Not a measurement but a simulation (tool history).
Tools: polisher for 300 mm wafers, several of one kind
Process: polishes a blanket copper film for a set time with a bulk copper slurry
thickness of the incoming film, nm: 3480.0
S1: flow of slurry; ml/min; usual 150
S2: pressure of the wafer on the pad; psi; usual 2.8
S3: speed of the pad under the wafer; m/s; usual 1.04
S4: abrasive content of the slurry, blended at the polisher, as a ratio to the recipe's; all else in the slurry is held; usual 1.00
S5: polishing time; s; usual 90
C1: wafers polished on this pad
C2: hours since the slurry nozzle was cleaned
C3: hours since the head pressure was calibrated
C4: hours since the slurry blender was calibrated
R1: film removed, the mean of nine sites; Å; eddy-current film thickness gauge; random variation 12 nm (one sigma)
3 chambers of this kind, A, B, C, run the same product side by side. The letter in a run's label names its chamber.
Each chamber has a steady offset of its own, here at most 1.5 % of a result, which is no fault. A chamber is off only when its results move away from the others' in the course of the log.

run   hour   S1   S2    S3    S4  S5   C1     C2     C3     C4      R1
       1.2  -- chamber A: worn pad replaced by a new one
 1A    7.2  150  2.8  1.04  1.00  90   49   98.9  368.6  161.0  8763.8
      10.4  -- chamber B: worn pad replaced by a new one
 2B   21.9  150  2.8  1.04  1.00  90   93  407.3  764.0  204.0  8905.4
 3C   34.4  150  2.8  1.04  1.00  90  696  149.2  466.1   49.8  8818.5
 4B   42.3  150  2.8  1.04  1.00  90  258  427.7  784.4  224.4  8790.8
 5A   50.9  150  2.8  1.04  1.00  90  403  142.6  412.3  204.7  8870.2
      62.4  -- chamber C: worn pad replaced by a new one
 6C   62.8  150  2.8  1.04  1.00  90    3  177.6  494.5   78.2  8740.3
      67.2  -- chamber B: head pressure recalibrated
      76.3  -- chamber B: worn pad replaced by a new one
 7A   76.4  150  2.8  1.04  1.00  90  609  168.1  437.8  230.2  8710.3
 8C   88.1  150  2.8  1.04  1.00  90  208  202.9  519.8  103.5  8471.7
      98.0  -- chamber B: slurry blender recalibrated
 9B  103.1  150  2.8  1.04  1.00  90  217  488.5   36.0    5.1  8775.9
     109.4  -- chamber A: slurry blender recalibrated
     111.1  -- chamber A: worn pad replaced by a new one
10C  114.1  150  2.8  1.04  1.00  90  419  228.9  545.8  129.5  8696.2
11A  127.5  150  2.8  1.04  1.00  90  133  219.2  488.9   18.2  8801.4
12B  137.9  150  2.8  1.04  1.00  90  499  523.3   70.8   39.9  8804.5
     141.1  -- chamber B: worn pad replaced by a new one
13A  149.2  150  2.8  1.04  1.00  90  309  240.9  510.6   39.9  8671.2
     152.8  -- chamber C: slurry nozzle cleaned
14B  163.7  150  2.8  1.04  1.00  90  183  549.1   96.6   65.7  9060.3
15C  176.6  150  2.8  1.04  1.00  90  925   23.8  608.3  192.0  8482.0
16B  187.1  120  2.8  1.04  0.75  90  373  572.5  120.0   89.1  8191.9
     196.5  -- chamber C: worn pad replaced by a new one
17C  196.6  120  2.8  1.04  0.75  90    0   43.8  628.3  212.0  7404.6
18A  209.5  120  2.8  1.04  0.75  90  797  301.2  570.9  100.2  7837.9
     216.6  -- chamber B: worn pad replaced by a new one
19C  218.9  150  2.8  1.04  0.90  90  181   66.1  650.6  234.3  8169.5
     223.7  -- chamber A: slurry nozzle cleaned
20A  230.8  150  2.8  1.04  0.90  90  970    7.2  592.2  121.5  8614.0
     239.7  -- chamber A: worn pad replaced by a new one
21B  244.6  150  2.8  1.04  0.90  90  226  630.0  177.5  146.6  8581.5
22B  251.9  150  2.8  1.04  1.00  90  286  637.3  184.8  153.9  8658.5
23A  261.7  150  2.8  1.04  1.00  90  178   38.1  623.1  152.4  8804.9
24C  270.6  150  2.8  1.04  1.00  90  600  117.8  702.3  286.0  8039.4
25C  284.8  180  2.8  1.04  0.75  90  715  132.0  716.5  300.2  7864.0
26A  296.8  180  2.8  1.04  0.75  90  463   73.2  658.2  187.5  8427.9

All 3 chambers run these settings next. Forecast each chamber's results:
27A  308.0  150  2.8  1.04  1.00  90                   ?
27B  308.0  150  2.8  1.04  1.00  90                   ?
27C  308.0  150  2.8  1.04  1.00  90                   ?

run      R1
27A  8933.1
27B  8743.3
27C  7694.6

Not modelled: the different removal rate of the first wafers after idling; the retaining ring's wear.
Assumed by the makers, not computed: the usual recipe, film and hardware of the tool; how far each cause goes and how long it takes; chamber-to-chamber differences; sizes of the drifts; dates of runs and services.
